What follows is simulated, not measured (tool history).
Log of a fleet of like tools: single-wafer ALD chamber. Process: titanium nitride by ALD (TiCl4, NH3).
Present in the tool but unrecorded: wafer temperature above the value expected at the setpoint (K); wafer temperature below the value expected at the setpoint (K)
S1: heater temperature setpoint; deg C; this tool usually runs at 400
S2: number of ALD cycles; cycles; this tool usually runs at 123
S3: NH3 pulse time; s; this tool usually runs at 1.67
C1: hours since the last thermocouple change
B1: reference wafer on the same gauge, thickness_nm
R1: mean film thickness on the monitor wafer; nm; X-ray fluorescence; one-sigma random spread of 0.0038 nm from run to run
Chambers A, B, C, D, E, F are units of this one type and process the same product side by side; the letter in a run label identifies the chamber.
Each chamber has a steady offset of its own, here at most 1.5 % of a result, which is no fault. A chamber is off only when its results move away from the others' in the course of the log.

run,hour,S1,S2,S3,C1,B1,R1
1C,10.1,400,123,1.67,1259.7,2.5898,2.6683
2A,20.4,400,123,1.67,542.2,2.5896,2.6906
3D,28.9,400,123,1.67,962.7,2.5893,2.6722
4B,36.4,400,123,1.67,600.2,2.5885,2.6979
5E,43.9,400,123,1.67,1165.5,2.5891,2.6878
6F,56.6,400,123,1.67,1283,2.5886,2.6709
7E,64.4,400,123,1.67,1186,2.5873,2.6796
8C,79.4,400,123,1.67,1329,2.5864,2.6652
9B,94.3,400,123,1.67,658.1,2.5879,2.694
10A,106.8,400,123,1.67,628.6,2.5859,2.6781
11D,114.9,400,123,1.67,1048.7,2.5859,2.6666
12F,122.2,400,123,1.67,1348.6,2.5851,2.6641
13B,137.8,400,123,1.67,701.6,2.5853,2.6951
14E,151.8,400,123,1.67,1273.4,2.5844,2.6798
15F,164.1,400,123,1.67,1390.5,2.5842,2.6613
16D,174,400,123,1.67,1107.8,2.5839,2.6659
17A,186.6,400,123,1.67,708.4,2.5834,2.6843
18C,195.6,407,123,1.67,1445.2,2.5839,2.6698
19B,206.9,407,123,1.67,770.7,2.5833,2.7
20C,218.8,407,123,1.67,1468.4,2.583,2.6748
21F,230.4,407,123,1.67,1456.8,2.5821,2.6693
22A,243.7,407,123,1.67,765.5,2.5826,2.6867
23E,251.4,407,123,1.67,1373,2.5822,2.677
24D,263.5,386,134,1.67,1197.3,2.5804,2.8547
25D,273.3,386,134,1.67,1207.1,2.5798,2.8648
26C,286.6,386,134,1.67,1536.2,2.5797,2.8572
27A,297.2,386,134,1.67,819,2.5797,2.8739
28B,305.6,386,134,1.67,869.4,2.5801,2.8905
29F,320.7,386,134,1.67,1547.1,2.5788,2.8479
30E,327.8,400,123,1.67,1449.4,2.5778,2.6754
31C,336.1,400,123,1.67,1585.7,2.5794,2.6537
32D,344.3,400,123,1.67,1278.1,2.5779,2.6538
33B,351.7,400,123,1.67,915.5,2.5771,2.6851
34E,366.4,400,123,1.67,1488,2.5765,2.6695
35A,374.1,400,123,1.67,895.9,2.577,2.6785
36F,387,400,123,1.67,1613.4,2.5758,2.6525
37E,394.9,400,123,1.67,1516.5,2.576,2.6736
38C,403.8,388,123,1.67,1653.4,2.5755,2.6236
39D,411,388,123,1.67,1344.8,2.5755,2.6224
40A,420.8,388,123,1.67,942.6,2.5756,2.635

Which is it: a chamber that has drifted or been left off by a service, a gauge drift common to all chambers, or only each chamber's usual small offset? If a chamber is off, name it and its likeliest cause.

The shared gauge is drifting. All chambers look as if they move in step, but none is off.
Most likely cause: gauge reads low (%) = 0.583.
